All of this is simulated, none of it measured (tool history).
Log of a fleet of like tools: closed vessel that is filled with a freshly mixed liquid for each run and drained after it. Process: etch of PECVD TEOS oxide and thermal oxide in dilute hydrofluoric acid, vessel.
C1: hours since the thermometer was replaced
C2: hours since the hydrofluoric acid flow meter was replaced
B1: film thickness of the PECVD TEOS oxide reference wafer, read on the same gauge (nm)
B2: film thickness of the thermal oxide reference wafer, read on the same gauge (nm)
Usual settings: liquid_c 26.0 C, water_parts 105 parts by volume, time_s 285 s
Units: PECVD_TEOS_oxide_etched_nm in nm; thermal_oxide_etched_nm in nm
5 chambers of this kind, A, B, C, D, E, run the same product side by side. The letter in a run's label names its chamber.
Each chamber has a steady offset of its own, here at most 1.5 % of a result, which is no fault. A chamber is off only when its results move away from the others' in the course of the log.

{"hour": 7.4, "done": "chamber E: hydrofluoric acid flow meter replaced"}
{"run": "1A", "hour": 9.5, "liquid_c": 26.0, "water_parts": 105, "time_s": 285, "C1": 235.0, "C2": 2333.0, "B1": 99.973, "B2": 70.019, "PECVD_TEOS_oxide_etched_nm": 25.021, "thermal_oxide_etched_nm": 14.368}
{"run": "2C", "hour": 18.0, "liquid_c": 26.0, "water_parts": 105, "time_s": 285, "C1": 531.1, "C2": 699.2, "B1": 100.03, "B2": 69.969, "PECVD_TEOS_oxide_etched_nm": 24.879, "thermal_oxide_etched_nm": 14.032}
{"hour": 23.7, "done": "chamber E: thermometer replaced"}
{"run": "3E", "hour": 28.0, "liquid_c": 26.0, "water_parts": 105, "time_s": 285, "C1": 4.4, "C2": 20.6, "B1": 99.939, "B2": 69.986, "PECVD_TEOS_oxide_etched_nm": 24.934, "thermal_oxide_etched_nm": 14.007}
{"hour": 29.7, "done": "chamber A: hydrofluoric acid flow meter replaced"}
{"run": "4B", "hour": 37.9, "liquid_c": 26.0, "water_parts": 105, "time_s": 285, "C1": 775.8, "C2": 725.3, "B1": 99.982, "B2": 69.977, "PECVD_TEOS_oxide_etched_nm": 25.119, "thermal_oxide_etched_nm": 14.246}
{"run": "5D", "hour": 44.6, "liquid_c": 22.5, "water_parts": 105, "time_s": 285, "C1": 615.6, "C2": 1143.1, "B1": 100.02, "B2": 69.997, "PECVD_TEOS_oxide_etched_nm": 21.962, "thermal_oxide_etched_nm": 12.437}
{"run": "6D", "hour": 53.5, "liquid_c": 22.5, "water_parts": 105, "time_s": 285, "C1": 624.5, "C2": 1152.0, "B1": 99.953, "B2": 70.008, "PECVD_TEOS_oxide_etched_nm": 21.981, "thermal_oxide_etched_nm": 12.504}
{"run": "7E", "hour": 63.7, "liquid_c": 22.5, "water_parts": 105, "time_s": 285, "C1": 40.1, "C2": 56.3, "B1": 100.01, "B2": 69.995, "PECVD_TEOS_oxide_etched_nm": 21.832, "thermal_oxide_etched_nm": 12.373}
{"run": "8A", "hour": 69.0, "liquid_c": 22.5, "water_parts": 105, "time_s": 285, "C1": 294.5, "C2": 39.3, "B1": 100.04, "B2": 70.009, "PECVD_TEOS_oxide_etched_nm": 21.822, "thermal_oxide_etched_nm": 12.235}
{"run": "9C", "hour": 78.8, "liquid_c": 22.5, "water_parts": 105, "time_s": 285, "C1": 591.9, "C2": 760.0, "B1": 100.01, "B2": 70.052, "PECVD_TEOS_oxide_etched_nm": 21.654, "thermal_oxide_etched_nm": 12.411}
{"run": "10B", "hour": 89.1, "liquid_c": 26.0, "water_parts": 105, "time_s": 285, "C1": 827.0, "C2": 776.5, "B1": 100.02, "B2": 70.011, "PECVD_TEOS_oxide_etched_nm": 24.982, "thermal_oxide_etched_nm": 14.124}
{"run": "11C", "hour": 100.9, "liquid_c": 26.0, "water_parts": 105, "time_s": 285, "C1": 614.0, "C2": 782.1, "B1": 100.03, "B2": 70.01, "PECVD_TEOS_oxide_etched_nm": 24.967, "thermal_oxide_etched_nm": 14.254}
{"run": "12D", "hour": 113.0, "liquid_c": 26.0, "water_parts": 105, "time_s": 285, "C1": 684.0, "C2": 1211.5, "B1": 100.01, "B2": 69.998, "PECVD_TEOS_oxide_etched_nm": 25.39, "thermal_oxide_etched_nm": 14.384}
{"run": "13E", "hour": 123.0, "liquid_c": 26.0, "water_parts": 105, "time_s": 285, "C1": 99.4, "C2": 115.6, "B1": 99.999, "B2": 70.05, "PECVD_TEOS_oxide_etched_nm": 24.958, "thermal_oxide_etched_nm": 14.064}
{"run": "14A", "hour": 132.5, "liquid_c": 26.0, "water_parts": 105, "time_s": 285, "C1": 358.0, "C2": 102.8, "B1": 99.997, "B2": 70.019, "PECVD_TEOS_oxide_etched_nm": 24.903, "thermal_oxide_etched_nm": 14.546}
{"run": "15B", "hour": 140.4, "liquid_c": 31.0, "water_parts": 150, "time_s": 285, "C1": 878.3, "C2": 827.8, "B1": 99.99, "B2": 69.921, "PECVD_TEOS_oxide_etched_nm": 20.166, "thermal_oxide_etched_nm": 11.383}
{"run": "16E", "hour": 151.3, "liquid_c": 31.0, "water_parts": 150, "time_s": 285, "C1": 127.7, "C2": 143.9, "B1": 100.02, "B2": 70.023, "PECVD_TEOS_oxide_etched_nm": 19.868, "thermal_oxide_etched_nm": 11.207}
{"hour": 159.6, "done": "chamber B: hydrofluoric acid flow meter replaced"}
{"run": "17D", "hour": 161.6, "liquid_c": 31.0, "water_parts": 150, "time_s": 285, "C1": 732.6, "C2": 1260.1, "B1": 100.01, "B2": 69.983, "PECVD_TEOS_oxide_etched_nm": 20.328, "thermal_oxide_etched_nm": 11.579}
{"run": "18A", "hour": 169.0, "liquid_c": 31.0, "water_parts": 150, "time_s": 285, "C1": 394.5, "C2": 139.3, "B1": 99.992, "B2": 70.008, "PECVD_TEOS_oxide_etched_nm": 19.863, "thermal_oxide_etched_nm": 11.492}
{"run": "19B", "hour": 177.0, "liquid_c": 31.0, "water_parts": 150, "time_s": 285, "C1": 914.9, "C2": 17.4, "B1": 100.01, "B2": 69.961, "PECVD_TEOS_oxide_etched_nm": 19.939, "thermal_oxide_etched_nm": 11.322}
{"run": "20C", "hour": 187.4, "liquid_c": 26.0, "water_parts": 105, "time_s": 285, "C1": 700.5, "C2": 868.6, "B1": 99.979, "B2": 69.982, "PECVD_TEOS_oxide_etched_nm": 24.7, "thermal_oxide_etched_nm": 14.335}
{"run": "21E", "hour": 198.5, "liquid_c": 26.0, "water_parts": 105, "time_s": 285, "C1": 174.9, "C2": 191.1, "B1": 99.997, "B2": 70.006, "PECVD_TEOS_oxide_etched_nm": 24.933, "thermal_oxide_etched_nm": 13.993}
{"run": "22D", "hour": 207.6, "liquid_c": 22.0, "water_parts": 105, "time_s": 440, "C1": 778.6, "C2": 1306.1, "B1": 100.02, "B2": 70.009, "PECVD_TEOS_oxide_etched_nm": 33.777, "thermal_oxide_etched_nm": 19.101}
{"run": "23C", "hour": 216.7, "liquid_c": 22.0, "water_parts": 105, "time_s": 440, "C1": 729.8, "C2": 897.9, "B1": 99.99, "B2": 69.989, "PECVD_TEOS_oxide_etched_nm": 32.783, "thermal_oxide_etched_nm": 18.802}
{"run": "24B", "hour": 222.2, "liquid_c": 22.0, "water_parts": 105, "time_s": 440, "C1": 960.1, "C2": 62.6, "B1": 99.982, "B2": 70.003, "PECVD_TEOS_oxide_etched_nm": 33.009, "thermal_oxide_etched_nm": 18.571}
{"run": "25A", "hour": 231.5, "liquid_c": 22.0, "water_parts": 105, "time_s": 440, "C1": 457.0, "C2": 201.8, "B1": 99.995, "B2": 70.036, "PECVD_TEOS_oxide_etched_nm": 32.875, "thermal_oxide_etched_nm": 18.808}
{"run": "26D", "hour": 236.8, "liquid_c": 22.0, "water_parts": 105, "time_s": 440, "C1": 807.8, "C2": 1335.3, "B1": 100.0, "B2": 69.997, "PECVD_TEOS_oxide_etched_nm": 33.755, "thermal_oxide_etched_nm": 18.961}
{"run": "27C", "hour": 242.9, "liquid_c": 26.0, "water_parts": 105, "time_s": 285, "C1": 756.0, "C2": 924.1, "B1": 100.01, "B2": 70.007, "PECVD_TEOS_oxide_etched_nm": 24.966, "thermal_oxide_etched_nm": 14.358}
{"run": "28A", "hour": 254.9, "liquid_c": 26.0, "water_parts": 105, "time_s": 285, "C1": 480.4, "C2": 225.2, "B1": 100.01, "B2": 69.999, "PECVD_TEOS_oxide_etched_nm": 25.018, "thermal_oxide_etched_nm": 14.256}
{"run": "29E", "hour": 263.7, "liquid_c": 26.0, "water_parts": 105, "time_s": 285, "C1": 240.1, "C2": 256.3, "B1": 99.997, "B2": 70.002, "PECVD_TEOS_oxide_etched_nm": 25.05, "thermal_oxide_etched_nm": 14.028}
{"run": "30B", "hour": 275.5, "liquid_c": 26.0, "water_parts": 105, "time_s": 285, "C1": 1013.4, "C2": 115.9, "B1": 100.02, "B2": 70.034, "PECVD_TEOS_oxide_etched_nm": 24.897, "thermal_oxide_etched_nm": 14.232}
{"run": "31B", "hour": 280.7, "liquid_c": 26.0, "water_parts": 105, "time_s": 285, "C1": 1018.6, "C2": 121.1, "B1": 100.03, "B2": 69.986, "PECVD_TEOS_oxide_etched_nm": 24.973, "thermal_oxide_etched_nm": 14.43}
{"run": "32E", "hour": 289.4, "liquid_c": 26.0, "water_parts": 105, "time_s": 285, "C1": 265.8, "C2": 282.0, "B1": 99.983, "B2": 69.952, "PECVD_TEOS_oxide_etched_nm": 25.101, "thermal_oxide_etched_nm": 14.123}
{"run": "33D", "hour": 297.6, "liquid_c": 26.0, "water_parts": 105, "time_s": 285, "C1": 868.6, "C2": 1396.1, "B1": 100.02, "B2": 69.945, "PECVD_TEOS_oxide_etched_nm": 25.721, "thermal_oxide_etched_nm": 14.619}
{"run": "34C", "hour": 305.0, "liquid_c": 26.0, "water_parts": 105, "time_s": 285, "C1": 818.1, "C2": 986.2, "B1": 99.967, "B2": 70.028, "PECVD_TEOS_oxide_etched_nm": 24.746, "thermal_oxide_etched_nm": 14.169}
{"run": "35A", "hour": 314.7, "liquid_c": 26.0, "water_parts": 105, "time_s": 285, "C1": 540.2, "C2": 285.0, "B1": 100.01, "B2": 70.009, "PECVD_TEOS_oxide_etched_nm": 24.993, "thermal_oxide_etched_nm": 14.251}
{"run": "36A", "hour": 326.2, "liquid_c": 26.0, "water_parts": 105, "time_s": 285, "C1": 551.7, "C2": 296.5, "B1": 100.0, "B2": 70.003, "PECVD_TEOS_oxide_etched_nm": 24.861, "thermal_oxide_etched_nm": 14.477}
{"run": "37E", "hour": 335.6, "liquid_c": 26.0, "water_parts": 105, "time_s": 285, "C1": 312.0, "C2": 328.2, "B1": 99.983, "B2": 70.073, "PECVD_TEOS_oxide_etched_nm": 24.997, "thermal_oxide_etched_nm": 14.139}

Is one chamber off against the others, does the gauge drift, or is nothing wrong? If a chamber is off, say which, and what the likeliest cause is.

Chamber D drifts away from the others.
Cause: hydrofluoric acid flow above the setpoint (%) = 2.32.
The log may not tell that from: liquid hotter than its thermometer reads (K).

Here are 4 candidates for chamber D's next run, each the usual settings with a change, their results left as question marks. Which one brings its results back in line with what the others give on the usual settings?
In line means no further than this from the other chambers' mean on the usual settings: PECVD_TEOS_oxide_etched_nm 0.320 nm; thermal_oxide_etched_nm 0.480 nm
{"run": "38D-1", "hour": 344.4, "liquid_c": 26.0, "water_parts": 105, "time_s": 275, "PECVD_TEOS_oxide_etched_nm": "?", "thermal_oxide_etched_nm": "?"}
{"run": "38D-2", "hour": 344.4, "liquid_c": 26.0, "water_parts": 105, "time_s": 280, "PECVD_TEOS_oxide_etched_nm": "?", "thermal_oxide_etched_nm": "?"}
{"run": "38D-3", "hour": 344.4, "liquid_c": 26.0, "water_parts": 105, "time_s": 290, "PECVD_TEOS_oxide_etched_nm": "?", "thermal_oxide_etched_nm": "?"}
{"run": "38D-4", "hour": 344.4, "liquid_c": 26.0, "water_parts": 105, "time_s": 295, "PECVD_TEOS_oxide_etched_nm": "?", "thermal_oxide_etched_nm": "?"}

The other chambers' mean on the usual settings: PECVD_TEOS_oxide_etched_nm 24.948 nm; thermal_oxide_etched_nm 14.192 nm
run=38D-1 PECVD_TEOS_oxide_etched_nm=25.063 thermal_oxide_etched_nm=14.166
run=38D-2 PECVD_TEOS_oxide_etched_nm=25.519 thermal_oxide_etched_nm=14.423
run=38D-3 PECVD_TEOS_oxide_etched_nm=26.430 thermal_oxide_etched_nm=14.938
run=38D-4 PECVD_TEOS_oxide_etched_nm=26.886 thermal_oxide_etched_nm=15.196
38D-1 brings the chamber back in line.

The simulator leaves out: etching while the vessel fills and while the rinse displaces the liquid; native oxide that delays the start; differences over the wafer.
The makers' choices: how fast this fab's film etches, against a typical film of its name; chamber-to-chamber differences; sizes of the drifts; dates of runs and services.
